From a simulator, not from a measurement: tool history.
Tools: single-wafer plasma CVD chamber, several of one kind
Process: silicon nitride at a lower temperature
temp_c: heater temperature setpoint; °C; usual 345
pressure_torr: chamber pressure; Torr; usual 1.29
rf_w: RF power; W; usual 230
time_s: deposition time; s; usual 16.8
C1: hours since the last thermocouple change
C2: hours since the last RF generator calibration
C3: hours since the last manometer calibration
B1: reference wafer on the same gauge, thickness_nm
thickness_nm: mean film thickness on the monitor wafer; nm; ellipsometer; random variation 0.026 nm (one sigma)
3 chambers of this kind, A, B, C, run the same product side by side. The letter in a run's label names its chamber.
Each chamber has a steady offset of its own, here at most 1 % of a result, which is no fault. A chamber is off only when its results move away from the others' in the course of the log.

{"run": "1A", "hour": 2.7, "temp_c": 345, "pressure_torr": 1.29, "rf_w": 230, "time_s": 16.8, "C1": 1514.5, "C2": 1657.4, "C3": 612.3, "B1": 17.907, "thickness_nm": 15.481}
{"run": "2C", "hour": 6.7, "temp_c": 345, "pressure_torr": 1.29, "rf_w": 230, "time_s": 16.8, "C1": 2038.8, "C2": 1036.5, "C3": 2084.1, "B1": 17.907, "thickness_nm": 15.539}
{"run": "3B", "hour": 9.4, "temp_c": 345, "pressure_torr": 1.29, "rf_w": 230, "time_s": 16.8, "C1": 701.1, "C2": 532.2, "C3": 1750.0, "B1": 17.905, "thickness_nm": 15.566}
{"run": "4A", "hour": 11.9, "temp_c": 345, "pressure_torr": 1.29, "rf_w": 230, "time_s": 16.8, "C1": 1523.7, "C2": 1666.6, "C3": 621.5, "B1": 17.908, "thickness_nm": 15.497}
{"hour": 14.0, "done": "chamber A: thermocouple changed; heater temperature recalibrated"}
{"run": "5B", "hour": 16.1, "temp_c": 334, "pressure_torr": 1.29, "rf_w": 230, "time_s": 16.8, "C1": 707.8, "C2": 538.9, "C3": 1756.7, "B1": 17.917, "thickness_nm": 15.684}
{"run": "6C", "hour": 19.4, "temp_c": 334, "pressure_torr": 1.29, "rf_w": 230, "time_s": 16.8, "C1": 2051.5, "C2": 1049.2, "C3": 2096.8, "B1": 17.918, "thickness_nm": 15.609}
{"run": "7C", "hour": 23.8, "temp_c": 334, "pressure_torr": 1.29, "rf_w": 230, "time_s": 16.8, "C1": 2055.9, "C2": 1053.6, "C3": 2101.2, "B1": 17.918, "thickness_nm": 15.641}
{"run": "8A", "hour": 27.7, "temp_c": 345, "pressure_torr": 1.29, "rf_w": 230, "time_s": 16.8, "C1": 13.7, "C2": 1682.4, "C3": 637.3, "B1": 17.92, "thickness_nm": 15.554}
{"run": "9B", "hour": 30.8, "temp_c": 345, "pressure_torr": 1.29, "rf_w": 230, "time_s": 16.8, "C1": 722.5, "C2": 553.6, "C3": 1771.4, "B1": 17.933, "thickness_nm": 15.575}
{"run": "10C", "hour": 35.1, "temp_c": 345, "pressure_torr": 1.29, "rf_w": 230, "time_s": 16.8, "C1": 2067.2, "C2": 1064.9, "C3": 2112.5, "B1": 17.925, "thickness_nm": 15.58}
{"run": "11A", "hour": 37.8, "temp_c": 345, "pressure_torr": 1.29, "rf_w": 230, "time_s": 16.8, "C1": 23.8, "C2": 1692.5, "C3": 647.4, "B1": 17.929, "thickness_nm": 15.551}
{"run": "12B", "hour": 41.8, "temp_c": 345, "pressure_torr": 1.29, "rf_w": 230, "time_s": 16.8, "C1": 733.5, "C2": 564.6, "C3": 1782.4, "B1": 17.932, "thickness_nm": 15.602}
{"run": "13B", "hour": 45.7, "temp_c": 340, "pressure_torr": 1.29, "rf_w": 210, "time_s": 16.8, "C1": 737.4, "C2": 568.5, "C3": 1786.3, "B1": 17.942, "thickness_nm": 14.612}
{"run": "14C", "hour": 49.6, "temp_c": 340, "pressure_torr": 1.29, "rf_w": 210, "time_s": 16.8, "C1": 2081.7, "C2": 1079.4, "C3": 2127.0, "B1": 17.941, "thickness_nm": 14.536}
{"run": "15A", "hour": 52.3, "temp_c": 340, "pressure_torr": 1.29, "rf_w": 210, "time_s": 16.8, "C1": 38.3, "C2": 1707.0, "C3": 661.9, "B1": 17.947, "thickness_nm": 14.551}
{"run": "16A", "hour": 54.8, "temp_c": 345, "pressure_torr": 1.29, "rf_w": 230, "time_s": 16.8, "C1": 40.8, "C2": 1709.5, "C3": 664.4, "B1": 17.947, "thickness_nm": 15.529}
{"run": "17B", "hour": 58.8, "temp_c": 345, "pressure_torr": 1.29, "rf_w": 230, "time_s": 16.8, "C1": 750.5, "C2": 581.6, "C3": 1799.4, "B1": 17.95, "thickness_nm": 15.578}
{"run": "18C", "hour": 63.2, "temp_c": 345, "pressure_torr": 1.29, "rf_w": 230, "time_s": 16.8, "C1": 2095.3, "C2": 1093.0, "C3": 2140.6, "B1": 17.951, "thickness_nm": 15.601}
{"run": "19A", "hour": 67.4, "temp_c": 345, "pressure_torr": 1.29, "rf_w": 230, "time_s": 16.8, "C1": 53.4, "C2": 1722.1, "C3": 677.0, "B1": 17.954, "thickness_nm": 15.528}
{"run": "20B", "hour": 70.1, "temp_c": 345, "pressure_torr": 1.29, "rf_w": 230, "time_s": 16.8, "C1": 761.8, "C2": 592.9, "C3": 1810.7, "B1": 17.95, "thickness_nm": 15.607}
{"run": "21C", "hour": 73.7, "temp_c": 345, "pressure_torr": 1.29, "rf_w": 230, "time_s": 16.8, "C1": 2105.8, "C2": 1103.5, "C3": 2151.1, "B1": 17.959, "thickness_nm": 15.627}
{"run": "22C", "hour": 75.8, "temp_c": 345, "pressure_torr": 1.29, "rf_w": 230, "time_s": 16.8, "C1": 2107.9, "C2": 1105.6, "C3": 2153.2, "B1": 17.961, "thickness_nm": 15.624}
{"run": "23A", "hour": 78.2, "temp_c": 345, "pressure_torr": 1.29, "rf_w": 230, "time_s": 16.8, "C1": 64.2, "C2": 1732.9, "C3": 687.8, "B1": 17.969, "thickness_nm": 15.573}
{"run": "24B", "hour": 80.7, "temp_c": 345, "pressure_torr": 1.29, "rf_w": 230, "time_s": 16.8, "C1": 772.4, "C2": 603.5, "C3": 1821.3, "B1": 17.964, "thickness_nm": 15.606}
{"run": "25A", "hour": 83.8, "temp_c": 345, "pressure_torr": 1.29, "rf_w": 230, "time_s": 16.8, "C1": 69.8, "C2": 1738.5, "C3": 693.4, "B1": 17.981, "thickness_nm": 15.548}
{"run": "26B", "hour": 86.9, "temp_c": 345, "pressure_torr": 1.29, "rf_w": 230, "time_s": 16.8, "C1": 778.6, "C2": 609.7, "C3": 1827.5, "B1": 17.973, "thickness_nm": 15.651}
{"run": "27C", "hour": 90.6, "temp_c": 345, "pressure_torr": 1.29, "rf_w": 230, "time_s": 16.8, "C1": 2122.7, "C2": 1120.4, "C3": 2168.0, "B1": 17.979, "thickness_nm": 15.644}
{"run": "28B", "hour": 94.2, "temp_c": 345, "pressure_torr": 1.29, "rf_w": 230, "time_s": 16.8, "C1": 785.9, "C2": 617.0, "C3": 1834.8, "B1": 17.974, "thickness_nm": 15.653}
{"run": "29C", "hour": 96.6, "temp_c": 345, "pressure_torr": 1.29, "rf_w": 230, "time_s": 16.8, "C1": 2128.7, "C2": 1126.4, "C3": 2174.0, "B1": 17.977, "thickness_nm": 15.572}
{"run": "30A", "hour": 99.0, "temp_c": 345, "pressure_torr": 1.09, "rf_w": 230, "time_s": 16.8, "C1": 85.0, "C2": 1753.7, "C3": 708.6, "B1": 17.982, "thickness_nm": 14.807}
{"run": "31B", "hour": 102.1, "temp_c": 345, "pressure_torr": 1.09, "rf_w": 230, "time_s": 16.8, "C1": 793.8, "C2": 624.9, "C3": 1842.7, "B1": 17.986, "thickness_nm": 14.876}
{"run": "32C", "hour": 105.7, "temp_c": 345, "pressure_torr": 1.09, "rf_w": 230, "time_s": 16.8, "C1": 2137.8, "C2": 1135.5, "C3": 2183.1, "B1": 17.991, "thickness_nm": 14.839}
{"run": "33A", "hour": 109.9, "temp_c": 345, "pressure_torr": 1.29, "rf_w": 230, "time_s": 16.8, "C1": 95.9, "C2": 1764.6, "C3": 719.5, "B1": 18.0, "thickness_nm": 15.601}
{"run": "34A", "hour": 113.0, "temp_c": 345, "pressure_torr": 1.29, "rf_w": 230, "time_s": 16.8, "C1": 99.0, "C2": 1767.7, "C3": 722.6, "B1": 17.986, "thickness_nm": 15.588}
{"run": "35B", "hour": 117.2, "temp_c": 345, "pressure_torr": 1.29, "rf_w": 230, "time_s": 16.8, "C1": 808.9, "C2": 640.0, "C3": 1857.8, "B1": 17.998, "thickness_nm": 15.609}
{"run": "36C", "hour": 120.1, "temp_c": 345, "pressure_torr": 1.29, "rf_w": 230, "time_s": 16.8, "C1": 2152.2, "C2": 1149.9, "C3": 2197.5, "B1": 17.994, "thickness_nm": 15.618}
{"run": "37C", "hour": 124.3, "temp_c": 345, "pressure_torr": 1.29, "rf_w": 230, "time_s": 16.8, "C1": 2156.4, "C2": 1154.1, "C3": 2201.7, "B1": 18.01, "thickness_nm": 15.575}
{"run": "38B", "hour": 128.5, "temp_c": 345, "pressure_torr": 1.29, "rf_w": 230, "time_s": 16.8, "C1": 820.2, "C2": 651.3, "C3": 1869.1, "B1": 18.008, "thickness_nm": 15.688}
{"run": "39A", "hour": 131.6, "temp_c": 345, "pressure_torr": 1.29, "rf_w": 230, "time_s": 16.8, "C1": 117.6, "C2": 1786.3, "C3": 741.2, "B1": 18.011, "thickness_nm": 15.633}
{"run": "40B", "hour": 135.1, "temp_c": 345, "pressure_torr": 1.29, "rf_w": 230, "time_s": 16.8, "C1": 826.8, "C2": 657.9, "C3": 1875.7, "B1": 18.019, "thickness_nm": 15.683}
{"run": "41A", "hour": 137.4, "temp_c": 345, "pressure_torr": 1.29, "rf_w": 230, "time_s": 16.8, "C1": 123.4, "C2": 1792.1, "C3": 747.0, "B1": 18.016, "thickness_nm": 15.598}
{"run": "42C", "hour": 141.1, "temp_c": 345, "pressure_torr": 1.29, "rf_w": 230, "time_s": 16.8, "C1": 2173.2, "C2": 1170.9, "C3": 2218.5, "B1": 18.016, "thickness_nm": 15.587}
{"run": "43C", "hour": 144.4, "temp_c": 345, "pressure_torr": 1.29, "rf_w": 230, "time_s": 16.8, "C1": 2176.5, "C2": 1174.2, "C3": 2221.8, "B1": 18.015, "thickness_nm": 15.697}

Next, every chamber runs the same settings. What will each give?
{"run": "44A", "hour": 147.5, "temp_c": 345, "pressure_torr": 1.29, "rf_w": 275, "time_s": 16.8, "thickness_nm": "?"}
{"run": "44B", "hour": 147.5, "temp_c": 345, "pressure_torr": 1.29, "rf_w": 275, "time_s": 16.8, "thickness_nm": "?"}
{"run": "44C", "hour": 147.5, "temp_c": 345, "pressure_torr": 1.29, "rf_w": 275, "time_s": 16.8, "thickness_nm": "?"}

run=44A thickness_nm=17.718
run=44B thickness_nm=17.806
run=44C thickness_nm=17.753
